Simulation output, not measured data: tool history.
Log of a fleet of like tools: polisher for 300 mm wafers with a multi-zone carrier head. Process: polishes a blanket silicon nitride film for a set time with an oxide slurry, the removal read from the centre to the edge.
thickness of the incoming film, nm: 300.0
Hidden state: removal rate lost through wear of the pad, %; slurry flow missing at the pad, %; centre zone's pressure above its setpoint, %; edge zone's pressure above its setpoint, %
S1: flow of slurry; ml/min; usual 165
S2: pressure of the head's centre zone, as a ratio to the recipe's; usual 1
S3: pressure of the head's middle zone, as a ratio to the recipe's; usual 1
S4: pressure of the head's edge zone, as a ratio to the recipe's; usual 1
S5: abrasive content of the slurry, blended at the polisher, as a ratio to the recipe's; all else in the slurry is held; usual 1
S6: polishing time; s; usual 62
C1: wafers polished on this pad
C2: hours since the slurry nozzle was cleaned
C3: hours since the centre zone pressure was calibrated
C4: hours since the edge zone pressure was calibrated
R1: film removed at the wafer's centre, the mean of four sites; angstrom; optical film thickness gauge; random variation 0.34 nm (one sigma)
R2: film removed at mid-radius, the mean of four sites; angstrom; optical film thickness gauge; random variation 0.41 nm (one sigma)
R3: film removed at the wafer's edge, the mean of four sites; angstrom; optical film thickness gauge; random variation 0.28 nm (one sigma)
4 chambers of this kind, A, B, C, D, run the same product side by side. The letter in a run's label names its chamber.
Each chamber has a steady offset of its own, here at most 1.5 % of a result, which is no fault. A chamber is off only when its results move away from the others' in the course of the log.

-- day=0.033 chamber D: worn pad replaced by a new one
run 1B day=0.492 | S1=165 S2=1 S3=1 S4=1 S5=1 S6=62 | C1=381 C2=340.2 C3=328.8 C4=21.9 | R1=382.69 R2=386.56 R3=382.15
-- day=0.596 chamber C: centre zone pressure recalibrated
run 2D day=1.058 | S1=165 S2=1 S3=1 S4=1 S5=1 S6=62 | C1=236 C2=78.3 C3=672.1 C4=1150.5 | R1=385.07 R2=390.77 R3=384.85
run 3A day=1.496 | S1=165 S2=1 S3=1 S4=1 S5=1 S6=62 | C1=525 C2=121.5 C3=583.7 C4=201.8 | R1=380.49 R2=388.81 R3=381.33
run 4C day=1.8 | S1=165 S2=1 S3=1 S4=1 S5=1 S6=62 | C1=728 C2=182.3 C3=28.9 C4=55.7 | R1=384.99 R2=380.99 R3=385.72
-- day=1.979 chamber D: edge zone pressure recalibrated
-- day=2.296 chamber B: worn pad replaced by a new one
run 5D day=2.396 | S1=165 S2=1 S3=1 S4=1 S5=1 S6=62 | C1=545 C2=110.4 C3=704.2 C4=10.1 | R1=378.95 R2=388.21 R3=390.64
-- day=2.429 chamber D: centre zone pressure recalibrated
run 6B day=2.829 | S1=220 S2=1 S3=1 S4=1 S5=0.9 S6=62 | C1=123 C2=396.3 C3=384.9 C4=78 | R1=380.23 R2=383.33 R3=368.04
-- day=2.871 chamber A: worn pad replaced by a new one
run 7A day=3.246 | S1=220 S2=1 S3=1 S4=1 S5=0.9 S6=62 | C1=86 C2=163.5 C3=625.7 C4=243.8 | R1=376.39 R2=380.74 R3=377.63
run 8C day=3.808 | S1=220 S2=1 S3=1 S4=1 S5=0.9 S6=62 | C1=1191 C2=230.5 C3=77.1 C4=103.9 | R1=384.05 R2=387.2 R3=375.01
-- day=4.075 chamber D: worn pad replaced by a new one
run 9B day=4.388 | S1=220 S2=1 S3=1 S4=1 S5=0.9 S6=62 | C1=482 C2=433.7 C3=422.3 C4=115.4 | R1=381.09 R2=376.48 R3=378.7
-- day=4.625 chamber C: worn pad replaced by a new one
run 10A day=4.8 | S1=165 S2=1 S3=1 S4=1 S5=1 S6=62 | C1=445 C2=200.8 C3=663 C4=281.1 | R1=382.53 R2=377.44 R3=379.86
run 11D day=5.358 | S1=165 S2=1 S3=0.94 S4=1 S5=1 S6=62 | C1=296 C2=181.5 C3=70.4 C4=81.2 | R1=382.6 R2=364.48 R3=388.56
-- day=5.4 chamber A: edge zone pressure recalibrated
run 12C day=5.65 | S1=165 S2=1 S3=0.94 S4=1 S5=1 S6=62 | C1=236 C2=274.7 C3=121.3 C4=148.1 | R1=386.08 R2=366.58 R3=386.19
run 13B day=6.2 | S1=165 S2=1 S3=0.94 S4=1 S5=1 S6=62 | C1=900 C2=477.2 C3=465.8 C4=158.9 | R1=391.28 R2=361.89 R3=383.13
-- day=6.404 chamber B: worn pad replaced by a new one
run 14C day=6.508 | S1=165 S2=1 S3=0.94 S4=1 S5=1 S6=62 | C1=434 C2=295.3 C3=141.9 C4=168.7 | R1=382.29 R2=366.58 R3=386.35
-- day=6.612 chamber A: worn pad replaced by a new one
run 15D day=6.883 | S1=165 S2=1 S3=1 S4=1 S5=1 S6=62 | C1=647 C2=218.1 C3=107 C4=117.8 | R1=384.64 R2=384.89 R3=387.1
run 16A day=7.483 | S1=165 S2=1 S3=1 S4=1 S5=1 S6=62 | C1=201 C2=265.2 C3=727.4 C4=50 | R1=388.03 R2=387.9 R3=377.35
run 17D day=7.825 | S1=165 S2=1 S3=1 S4=1 S5=1 S6=62 | C1=864 C2=240.7 C3=129.6 C4=140.4 | R1=377.7 R2=380.43 R3=382.38
-- day=7.946 chamber D: worn pad replaced by a new one
run 18C day=8.354 | S1=165 S2=1 S3=1 S4=1 S5=1 S6=62 | C1=860 C2=339.6 C3=186.2 C4=213 | R1=384.85 R2=387.31 R3=386.26
-- day=8.433 chamber D: slurry nozzle cleaned
run 19B day=8.775 | S1=165 S2=1 S3=1 S4=1 S5=1 S6=62 | C1=546 C2=539 C3=527.6 C4=220.7 | R1=382.87 R2=386.93 R3=381.57
run 20A day=9.117 | S1=165 S2=1 S3=1 S4=1 S5=1 S6=62 | C1=577 C2=304.4 C3=766.6 C4=89.2 | R1=379.28 R2=387.07 R3=384.68
run 21B day=9.725 | S1=165 S2=1 S3=1 S4=1 S5=1 S6=62 | C1=765 C2=561.8 C3=550.4 C4=243.5 | R1=387.65 R2=381.13 R3=380.97
-- day=9.779 chamber B: worn pad replaced by a new one
-- day=9.95 chamber A: worn pad replaced by a new one
run 22D day=10.104 | S1=165 S2=1 S3=1 S4=1 S5=1 S6=62 | C1=498 C2=40.1 C3=184.3 C4=195.1 | R1=384.71 R2=385.39 R3=383.43
-- day=10.121 chamber C: worn pad replaced by a new one
run 23A day=10.667 | S1=165 S2=1 S3=1 S4=1 S5=1 S6=62 | C1=166 C2=341.6 C3=803.8 C4=126.4 | R1=384.45 R2=381.22 R3=385.05
run 24C day=11.1 | S1=165 S2=1 S3=1 S4=1 S5=1 S6=62 | C1=226 C2=405.5 C3=252.1 C4=278.9 | R1=386.59 R2=386.16 R3=386.92
run 25C day=11.571 | S1=165 S2=1.09 S3=1 S4=1 S5=1 S6=82 | C1=334 C2=416.8 C3=263.4 C4=290.2 | R1=553.38 R2=516.45 R3=510.44
run 26B day=11.871 | S1=165 S2=1.09 S3=1 S4=1 S5=1 S6=82 | C1=482 C2=613.3 C3=601.9 C4=295 | R1=549 R2=501.85 R3=500.87
-- day=12.029 chamber D: worn pad replaced by a new one
run 27A day=12.296 | S1=165 S2=1.09 S3=1 S4=1 S5=1 S6=82 | C1=541 C2=380.7 C3=842.9 C4=165.5 | R1=553.15 R2=495.06 R3=504.37
run 28D day=12.754 | S1=165 S2=1.09 S3=1 S4=1 S5=1 S6=82 | C1=168 C2=103.7 C3=247.9 C4=258.7 | R1=563.58 R2=508.94 R3=508.27
-- day=13.004 chamber B: worn pad replaced by a new one
run 29A day=13.071 | S1=165 S2=1 S3=1 S4=1 S5=1 S6=62 | C1=720 C2=399.3 C3=861.5 C4=184.1 | R1=378.03 R2=385.94 R3=382.78
run 30C day=13.604 | S1=165 S2=1 S3=1 S4=1 S5=1 S6=62 | C1=803 C2=465.6 C3=312.2 C4=339 | R1=379.23 R2=385.34 R3=383.62
-- day=13.775 chamber A: worn pad replaced by a new one
run 31B day=14.129 | S1=165 S2=1 S3=1 S4=1 S5=1 S6=62 | C1=259 C2=667.5 C3=656.1 C4=349.2 | R1=384.02 R2=382.89 R3=378.06
run 32D day=14.446 | S1=165 S2=1 S3=1.09 S4=1 S5=1 S6=62 | C1=558 C2=144.3 C3=288.5 C4=299.3 | R1=382.78 R2=423.67 R3=392.7
run 33B day=14.796 | S1=165 S2=1 S3=1.09 S4=1 S5=1 S6=62 | C1=413 C2=683.5 C3=672.1 C4=365.2 | R1=382.43 R2=415.49 R3=382.12
-- day=14.908 chamber A: centre zone pressure recalibrated
-- day=15.154 chamber D: worn pad replaced by a new one
run 34D day=15.25 | S1=165 S2=1 S3=1.09 S4=1 S5=1 S6=62 | C1=22 C2=163.6 C3=307.8 C4=318.6 | R1=388.52 R2=421.88 R3=387.03
run 35C day=15.733 | S1=165 S2=1 S3=1.09 S4=1 S5=1 S6=62 | C1=1294 C2=516.7 C3=363.3 C4=390.1 | R1=382.85 R2=417.12 R3=386.36
run 36A day=16.254 | S1=165 S2=1 S3=1 S4=1 S5=1 S6=62 | C1=571 C2=475.7 C3=32.4 C4=260.5 | R1=378.86 R2=390.45 R3=385.4
-- day=16.633 chamber B: slurry nozzle cleaned
run 37A day=16.754 | S1=165 S2=1 S3=1 S4=1 S5=1 S6=62 | C1=686 C2=487.7 C3=44.4 C4=272.5 | R1=375.5 R2=382.37 R3=379.51
-- day=16.983 chamber C: worn pad replaced by a new one
-- day=17.079 chamber B: worn pad replaced by a new one
run 38D day=17.233 | S1=165 S2=1 S3=1 S4=1 S5=1 S6=62 | C1=479 C2=211.2 C3=355.4 C4=366.2 | R1=386.4 R2=391.21 R3=389.31
run 39C day=17.704 | S1=165 S2=1 S3=1 S4=1 S5=1 S6=62 | C1=166 C2=564 C3=410.6 C4=437.4 | R1=381.69 R2=385.88 R3=377.15
run 40B day=18.25 | S1=165 S2=1 S3=1 S4=1 S5=1 S6=62 | C1=270 C2=38.8 C3=755 C4=448.1 | R1=384.82 R2=379.03 R3=380.28

Is one chamber off against the others, does the gauge drift, or is nothing wrong? If a chamber is off, say which, and what the likeliest cause is.

No chamber stands off beyond its own small offset, and the gauge holds steady.

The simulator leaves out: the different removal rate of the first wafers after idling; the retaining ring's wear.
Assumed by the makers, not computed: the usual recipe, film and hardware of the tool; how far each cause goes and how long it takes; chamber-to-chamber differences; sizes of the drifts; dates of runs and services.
